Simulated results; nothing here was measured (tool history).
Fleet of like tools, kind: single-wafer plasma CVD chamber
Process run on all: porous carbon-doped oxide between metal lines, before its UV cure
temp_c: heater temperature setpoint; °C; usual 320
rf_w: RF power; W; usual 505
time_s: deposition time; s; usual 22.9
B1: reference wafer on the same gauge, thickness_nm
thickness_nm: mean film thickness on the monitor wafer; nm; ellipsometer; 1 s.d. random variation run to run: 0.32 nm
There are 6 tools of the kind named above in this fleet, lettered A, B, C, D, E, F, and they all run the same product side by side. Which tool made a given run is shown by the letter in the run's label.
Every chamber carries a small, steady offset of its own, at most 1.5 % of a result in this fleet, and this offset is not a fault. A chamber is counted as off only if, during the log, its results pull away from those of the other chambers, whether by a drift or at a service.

Run 1F, hour 3.0: usual settings; B1 129.96. Result: thickness_nm 113.070 nm.
Run 2C, hour 6.4: usual settings; B1 129.92. Result: thickness_nm 110.910 nm.
Run 3E, hour 11.6: usual settings; B1 129.99. Result: thickness_nm 112.590 nm.
Run 4A, hour 16.2: usual settings; B1 130.03. Result: thickness_nm 113.930 nm.
Run 5B, hour 19.1: usual settings; B1 130.07. Result: thickness_nm 113.430 nm.
Run 6D, hour 23.8: usual settings; B1 129.99. Result: thickness_nm 112.120 nm.
Run 7A, hour 28.3: usual settings; B1 130.10. Result: thickness_nm 113.980 nm.
Run 8E, hour 33.1: usual settings; B1 129.98. Result: thickness_nm 112.760 nm.
Run 9B, hour 37.5: usual settings; B1 130.07. Result: thickness_nm 113.220 nm.
Run 10D, hour 41.0: usual settings; B1 130.08. Result: thickness_nm 111.970 nm.
Run 11C, hour 45.1: usual settings; B1 130.00. Result: thickness_nm 111.500 nm.
Run 12F, hour 48.1: usual settings; B1 129.99. Result: thickness_nm 113.310 nm.
Run 13F, hour 50.5: usual settings; B1 130.11. Result: thickness_nm 113.340 nm.
Run 14C, hour 55.2: usual settings; B1 129.93. Result: thickness_nm 111.390 nm.
Run 15A, hour 58.4: usual settings; B1 129.99. Result: thickness_nm 114.050 nm.
Run 16E, hour 61.7: usual settings but temp_c 334 °C, rf_w 450 W; B1 130.00. Result: thickness_nm 97.673 nm.
Run 17D, hour 66.9: usual settings but temp_c 334 °C, rf_w 450 W; B1 130.00. Result: thickness_nm 96.803 nm.
Run 18B, hour 69.2: usual settings but temp_c 334 °C, rf_w 450 W; B1 129.97. Result: thickness_nm 97.608 nm.
Run 19E, hour 73.9: usual settings but temp_c 334 °C, rf_w 450 W; B1 130.06. Result: thickness_nm 97.260 nm.
Run 20B, hour 76.6: usual settings but temp_c 334 °C, rf_w 450 W; B1 129.97. Result: thickness_nm 97.181 nm.
Run 21A, hour 81.6: usual settings but temp_c 334 °C, rf_w 450 W; B1 129.91. Result: thickness_nm 98.371 nm.
At hour 84.4: chamber E: thermocouple changed; heater temperature recalibrated.
Run 22F, hour 86.4: usual settings; B1 130.02. Result: thickness_nm 113.450 nm.
Run 23C, hour 89.4: usual settings; B1 130.08. Result: thickness_nm 111.590 nm.
Run 24D, hour 92.3: usual settings; B1 129.98. Result: thickness_nm 112.440 nm.
Run 25C, hour 96.4: usual settings but temp_c 326 °C; B1 129.95. Result: thickness_nm 108.260 nm.
Run 26E, hour 99.5: usual settings but temp_c 326 °C; B1 129.98. Result: thickness_nm 106.600 nm.
Run 27F, hour 104.5: usual settings but temp_c 326 °C; B1 129.96. Result: thickness_nm 109.940 nm.
Run 28B, hour 109.2: usual settings but temp_c 326 °C; B1 130.07. Result: thickness_nm 109.960 nm.
Run 29D, hour 114.2: usual settings but temp_c 326 °C; B1 130.00. Result: thickness_nm 108.770 nm.
Run 30A, hour 118.9: usual settings but temp_c 326 °C; B1 130.06. Result: thickness_nm 110.850 nm.
Run 31B, hour 122.4: usual settings; B1 130.03. Result: thickness_nm 113.170 nm.
Run 32C, hour 126.1: usual settings but rf_w 550 W, time_s 18.5 s; B1 130.05. Result: thickness_nm 96.126 nm.
Run 33D, hour 129.3: usual settings but rf_w 550 W, time_s 18.5 s; B1 129.99. Result: thickness_nm 96.176 nm.
Run 34A, hour 133.3: usual settings but rf_w 550 W, time_s 18.5 s; B1 129.96. Result: thickness_nm 97.918 nm.
Run 35F, hour 137.2: usual settings but rf_w 550 W, time_s 18.5 s; B1 129.97. Result: thickness_nm 97.025 nm.
Run 36E, hour 140.4: usual settings but rf_w 550 W, time_s 18.5 s; B1 129.96. Result: thickness_nm 94.526 nm.
Run 37E, hour 143.9: usual settings but rf_w 550 W, time_s 18.5 s; B1 130.09. Result: thickness_nm 94.397 nm.
Run 38B, hour 149.1: usual settings; B1 129.95. Result: thickness_nm 112.930 nm.
Run 39D, hour 151.8: usual settings but rf_w 570 W; B1 129.98. Result: thickness_nm 121.320 nm.

Is one chamber off against the others, does the gauge drift, or is nothing wrong? If a chamber is off, say which, and what the likeliest cause is.

Chamber E came out of a service off from its peers and stayed that way.
What lies behind it: wafer temperature above the value expected at the setpoint (K) = 5.2.

Below are 4 candidate recipes for chamber E's next run, each the usual settings with a change, their results shown as question marks. Which of them brings E's results back in line with what the other chambers give on the usual settings?
Counts as in line when no further than this from what the other chambers average on the usual settings: thickness_nm 1.100 nm
Run 40E-1, hour 155.6: usual settings but temp_c 319 °C, rf_w 515 W, time_s 23.6 s. Result: thickness_nm ?.
Run 40E-2, hour 155.6: usual settings but temp_c 322 °C, rf_w 480 W. Result: thickness_nm ?.
Run 40E-3, hour 155.6: usual settings but rf_w 500 W, time_s 22.5 s. Result: thickness_nm ?.
Run 40E-4, hour 155.6: usual settings but time_s 23.5 s. Result: thickness_nm ?.

The other chambers' mean on the usual settings: thickness_nm 112.790 nm
  run  thickness_nm
40E-1       115.010
40E-2       105.080
40E-3       107.190
40E-4       112.520
The answer is 40E-4, which returns the chamber to within the allowed miss of the others.
